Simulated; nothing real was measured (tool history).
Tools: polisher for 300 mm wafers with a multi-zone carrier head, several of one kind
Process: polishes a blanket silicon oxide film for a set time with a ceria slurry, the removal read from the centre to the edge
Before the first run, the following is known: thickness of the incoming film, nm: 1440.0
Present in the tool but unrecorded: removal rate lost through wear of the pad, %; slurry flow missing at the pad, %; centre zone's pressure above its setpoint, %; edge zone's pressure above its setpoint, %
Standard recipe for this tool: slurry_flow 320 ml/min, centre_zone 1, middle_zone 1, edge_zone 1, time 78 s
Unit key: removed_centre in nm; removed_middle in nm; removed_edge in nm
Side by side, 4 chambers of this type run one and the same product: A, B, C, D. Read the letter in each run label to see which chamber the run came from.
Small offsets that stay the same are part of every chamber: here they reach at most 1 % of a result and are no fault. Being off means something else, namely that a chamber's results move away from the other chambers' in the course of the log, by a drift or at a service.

| run | hour | slurry_flow | centre_zone | middle_zone | edge_zone | time | wafers polished on this pad | hours since the slurry nozzle was cleaned | hours since the centre zone pressure was calibrated | hours since the edge zone pressure was calibrated | removed_centre | removed_middle | removed_edge |
|---|---|---|---|---|---|---|---|---|---|---|---|---|---|
|  | 3.2 | chamber A: worn pad replaced by a new one |
| 1C | 5.3 | 320 | 1 | 1 | 1 | 78 | 317 | 569.3 | 132.3 | 56 | 316.34 | 312.16 | 317.97 |
|  | 8.8 | chamber B: worn pad replaced by a new one |
| 2A | 12.8 | 320 | 1 | 1 | 1 | 78 | 117 | 389.3 | 1110 | 76.8 | 315.45 | 313.04 | 316.1 |
|  | 19.5 | chamber D: worn pad replaced by a new one |
| 3B | 20.9 | 320 | 1 | 1 | 1 | 78 | 147 | 715.8 | 306.3 | 190.6 | 316.96 | 312.46 | 308.62 |
| 4D | 26.7 | 320 | 1 | 1 | 1 | 78 | 87 | 859 | 578.5 | 281 | 311.56 | 318.89 | 311.81 |
| 5B | 30.7 | 320 | 1 | 1 | 1 | 78 | 265 | 725.6 | 316.1 | 200.4 | 317.5 | 312.63 | 312.31 |
| 6A | 34.7 | 320 | 1 | 1 | 1 | 78 | 381 | 411.2 | 1131.9 | 98.7 | 325.91 | 316.16 | 317.62 |
| 7C | 39.5 | 320 | 1 | 1 | 1 | 78 | 731 | 603.5 | 166.5 | 90.2 | 315.58 | 313.97 | 320.47 |
| 8D | 46.3 | 320 | 1 | 1 | 1.04 | 78 | 324 | 878.6 | 598.1 | 300.6 | 313.55 | 315.82 | 321.16 |
|  | 50 | chamber D: slurry nozzle cleaned |
| 9B | 53.6 | 320 | 1 | 1 | 1.04 | 78 | 542 | 748.5 | 339 | 223.3 | 311.14 | 312.59 | 320.19 |
| 10D | 61.6 | 320 | 1 | 1 | 1.04 | 78 | 509 | 11.6 | 613.4 | 315.9 | 319.01 | 317.75 | 324.98 |
| 11A | 66.5 | 320 | 1 | 1 | 1.04 | 78 | 766 | 443 | 1163.7 | 130.5 | 323.33 | 317.56 | 318.8 |
| 12C | 72.6 | 320 | 1 | 1 | 1 | 78 | 1131 | 636.6 | 199.6 | 123.3 | 302.48 | 308.09 | 320.46 |
| 13B | 78.1 | 320 | 0.91 | 1.05 | 1 | 78 | 838 | 773 | 363.5 | 247.8 | 287.91 | 326.14 | 313.18 |
|  | 80.1 | chamber B: centre zone pressure recalibrated |
|  | 80.8 | chamber C: worn pad replaced by a new one |
|  | 82.5 | chamber B: worn pad replaced by a new one |
| 14D | 84.6 | 320 | 0.91 | 1.05 | 1 | 78 | 787 | 34.6 | 636.4 | 338.9 | 289.84 | 338.2 | 318.11 |
|  | 86.8 | chamber A: centre zone pressure recalibrated |
| 15C | 88.3 | 320 | 0.91 | 1.05 | 1 | 78 | 91 | 652.3 | 215.3 | 139 | 284.99 | 327.09 | 314.98 |
| 16A | 92.5 | 320 | 0.91 | 1.05 | 1 | 78 | 1080 | 469 | 5.8 | 156.5 | 321.95 | 332.4 | 322 |
|  | 93.9 | chamber D: worn pad replaced by a new one |
| 17B | 99.7 | 320 | 1 | 1 | 1 | 78 | 208 | 794.6 | 19.6 | 269.4 | 315.61 | 314.04 | 316.22 |
|  | 102.6 | chamber A: worn pad replaced by a new one |
| 18A | 104.5 | 320 | 1 | 1 | 1 | 78 | 23 | 481 | 17.8 | 168.5 | 354.53 | 319.63 | 321.23 |
| 19C | 111.3 | 320 | 1 | 1 | 1 | 78 | 369 | 675.3 | 238.3 | 162 | 310.96 | 310.59 | 318.97 |
| 20D | 117.7 | 320 | 1 | 1.11 | 1 | 98 | 288 | 67.7 | 669.5 | 372 | 389.43 | 441.81 | 393.89 |
| 21B | 123.9 | 320 | 1 | 1.11 | 1 | 98 | 500 | 818.8 | 43.8 | 293.6 | 403.29 | 426.95 | 391.51 |
|  | 124.9 | chamber B: slurry nozzle cleaned |
| 22A | 131.8 | 320 | 1 | 1.11 | 1 | 98 | 353 | 508.3 | 45.1 | 195.8 | 442.53 | 429.77 | 401.62 |
| 23D | 139.8 | 320 | 1 | 1.11 | 1 | 98 | 555 | 89.8 | 691.6 | 394.1 | 400.34 | 438.42 | 401.28 |
| 24C | 145.2 | 320 | 1 | 1 | 1 | 78 | 779 | 709.2 | 272.2 | 195.9 | 306.09 | 307.66 | 312.69 |
| 25D | 148.8 | 320 | 1 | 1 | 1 | 78 | 664 | 98.8 | 700.6 | 403.1 | 311.56 | 324.64 | 319.47 |
| 26B | 155.6 | 320 | 1 | 1 | 1 | 78 | 884 | 30.7 | 75.5 | 325.3 | 316.47 | 312.11 | 309.71 |
|  | 157.3 | chamber B: worn pad replaced by a new one |
| 27A | 161.1 | 320 | 1 | 0.95 | 0.96 | 78 | 707 | 537.6 | 74.4 | 225.1 | 350.8 | 303.87 | 314.7 |
| 28C | 168 | 320 | 1 | 0.95 | 0.96 | 78 | 1055 | 732 | 295 | 218.7 | 314.91 | 296.76 | 309.27 |
|  | 173.1 | chamber C: worn pad replaced by a new one |
| 29A | 173.8 | 320 | 1 | 0.95 | 0.96 | 78 | 861 | 550.3 | 87.1 | 237.8 | 354.64 | 302.91 | 311.94 |
|  | 174.2 | chamber D: worn pad replaced by a new one |
|  | 179.6 | chamber D: centre zone pressure recalibrated |
| 30C | 181.5 | 320 | 1 | 0.95 | 0.96 | 78 | 101 | 745.5 | 308.5 | 232.2 | 317.08 | 297.78 | 310.89 |
| 31B | 188.6 | 320 | 1 | 1 | 0.9 | 86 | 378 | 63.7 | 108.5 | 358.3 | 350.71 | 349.26 | 329.58 |
| 32D | 192.1 | 320 | 1 | 1 | 0.9 | 86 | 217 | 142.1 | 12.5 | 446.4 | 355.02 | 352.14 | 328.8 |
|  | 194.2 | chamber A: worn pad replaced by a new one |
| 33C | 195.6 | 320 | 1 | 1 | 0.9 | 86 | 272 | 759.6 | 322.6 | 246.3 | 345.31 | 349.96 | 325.74 |
| 34D | 200.4 | 320 | 1 | 1 | 0.9 | 86 | 317 | 150.4 | 20.8 | 454.7 | 346.87 | 351.86 | 325.94 |
| 35A | 206.3 | 320 | 1 | 1 | 1 | 78 | 146 | 582.8 | 119.6 | 270.3 | 358.88 | 318.01 | 316.79 |
| 36B | 211.9 | 320 | 1 | 1 | 1 | 78 | 660 | 87 | 131.8 | 381.6 | 308.98 | 311.92 | 320.65 |
| 37C | 219.4 | 320 | 1 | 1 | 1 | 78 | 560 | 783.4 | 346.4 | 270.1 | 308.32 | 314 | 315.31 |

Decide between three cases: one chamber stands off from its peers, the gauge reading all wafers drifts, or nothing is wrong past each chamber's small offset. Where a chamber is off, say which and what most likely put it there.

Chamber A has stood off from the others ever since a service on it.
Most likely cause: centre zone's pressure above its setpoint, % = 11.

Here are 4 candidates for chamber A's next run, each the usual settings with a change, their results left as question marks. Which one brings its results back in line with what the others give on the usual settings?
Maximum distance from the other chambers' mean on the usual settings for a result to count as in line: removed_centre 14 nm; removed_middle 12 nm; removed_edge 11 nm
| 38A-1 | 225.3 | 315 | 0.9 | 1.02 | 1.03 | 76 |  |  |  |  | ? | ? | ? |
| 38A-2 | 225.3 | 320 | 1.04 | 0.99 | 0.99 | 79 |  |  |  |  | ? | ? | ? |
| 38A-3 | 225.3 | 320 | 0.96 | 1.01 | 1.01 | 77 |  |  |  |  | ? | ? | ? |
| 38A-4 | 225.3 | 325 | 1.1 | 0.98 | 0.97 | 80 |  |  |  |  | ? | ? | ? |

Mean of the other chambers on the usual settings: removed_centre 314.64 nm; removed_middle 315.16 nm; removed_edge 315.63 nm
| run | removed_centre | removed_middle | removed_edge |
|---|---|---|---|
| 38A-1 | 311.53 | 313.85 | 314.03 |
| 38A-2 | 379.53 | 317.57 | 320.26 |
| 38A-3 | 339.2 | 315.45 | 315.32 |
| 38A-4 | 408.92 | 318.93 | 321.33 |
The answer is 38A-1, which returns the chamber to within the allowed miss of the others.
